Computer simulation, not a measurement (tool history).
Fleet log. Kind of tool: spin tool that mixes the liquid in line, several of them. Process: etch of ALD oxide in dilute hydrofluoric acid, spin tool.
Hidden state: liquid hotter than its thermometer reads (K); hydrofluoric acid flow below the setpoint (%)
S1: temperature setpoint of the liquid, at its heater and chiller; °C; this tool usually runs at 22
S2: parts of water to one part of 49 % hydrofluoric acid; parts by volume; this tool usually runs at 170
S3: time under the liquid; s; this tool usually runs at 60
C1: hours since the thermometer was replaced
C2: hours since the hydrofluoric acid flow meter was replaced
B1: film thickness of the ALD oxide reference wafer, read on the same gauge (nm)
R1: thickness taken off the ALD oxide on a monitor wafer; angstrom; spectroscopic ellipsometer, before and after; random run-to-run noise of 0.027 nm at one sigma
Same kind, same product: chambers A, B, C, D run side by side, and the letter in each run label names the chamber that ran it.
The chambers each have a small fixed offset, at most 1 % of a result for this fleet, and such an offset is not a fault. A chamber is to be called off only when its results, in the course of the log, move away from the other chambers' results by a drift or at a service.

run,hour,S1,S2,S3,C1,C2,B1,R1
1D,7,22,170,60,363.6,1220.7,60.006,53.829
2C,12.4,22,170,60,340.5,492,59.986,53.812
3B,17.9,22,170,60,58.6,474.5,59.969,53.545
4A,25.2,22,170,60,1845.8,1739.1,60.014,52.898
5C,31.9,22,245,45,360,511.5,60.039,25.526
6B,40.3,22,245,45,81,496.9,60.014,25.984
# hour 46.5: chamber D: hydrofluoric acid flow meter replaced
7D,47.4,22,245,45,404,1,60.028,25.575
8A,57.4,22,245,45,1878,1771.3,60.006,25.611
9D,63.2,22,170,60,419.8,16.8,60.004,53.486
10C,72.3,22,170,60,400.4,551.9,59.996,53.485
11A,82.2,22,170,60,1902.8,1796.1,59.998,52.672
12B,88.2,22,170,60,128.9,544.8,60.016,53.627
13B,93.1,22,170,60,133.8,549.7,59.98,53.135
14C,98,22,170,60,426.1,577.6,60.046,53.218
15A,105,22,170,60,1925.6,1818.9,60.006,53.3
16D,111.9,22,170,60,468.5,65.5,59.976,54.632
17C,120.8,22,170,60,448.9,600.4,59.979,53.724
18B,129.2,24.5,170,70,169.9,585.8,59.986,69.38
19A,137.4,24.5,170,70,1958,1851.3,60.011,67.86
20D,142.3,24.5,170,70,498.9,95.9,60.011,69.788
21B,152.5,24.5,170,70,193.2,609.1,59.999,69.568
22C,160.2,22,170,60,488.3,639.8,60.001,53.661
23A,170.5,20,215,60,1991.1,1884.4,59.98,37.191
24D,180.8,20,215,60,537.4,134.4,60.018,38.548
25A,189.9,20,215,60,2010.5,1903.8,60.042,36.792
26B,194.8,20,215,60,235.5,651.4,60.017,37.345

Predict what each chamber gives when all 4 of them run the settings below next.
27A,202.3,22,85,60,,,,?
27B,202.3,22,85,60,,,,?
27C,202.3,22,85,60,,,,?
27D,202.3,22,85,60,,,,?

run,R1
27A,116.21
27B,117.76
27C,119.09
27D,124.47

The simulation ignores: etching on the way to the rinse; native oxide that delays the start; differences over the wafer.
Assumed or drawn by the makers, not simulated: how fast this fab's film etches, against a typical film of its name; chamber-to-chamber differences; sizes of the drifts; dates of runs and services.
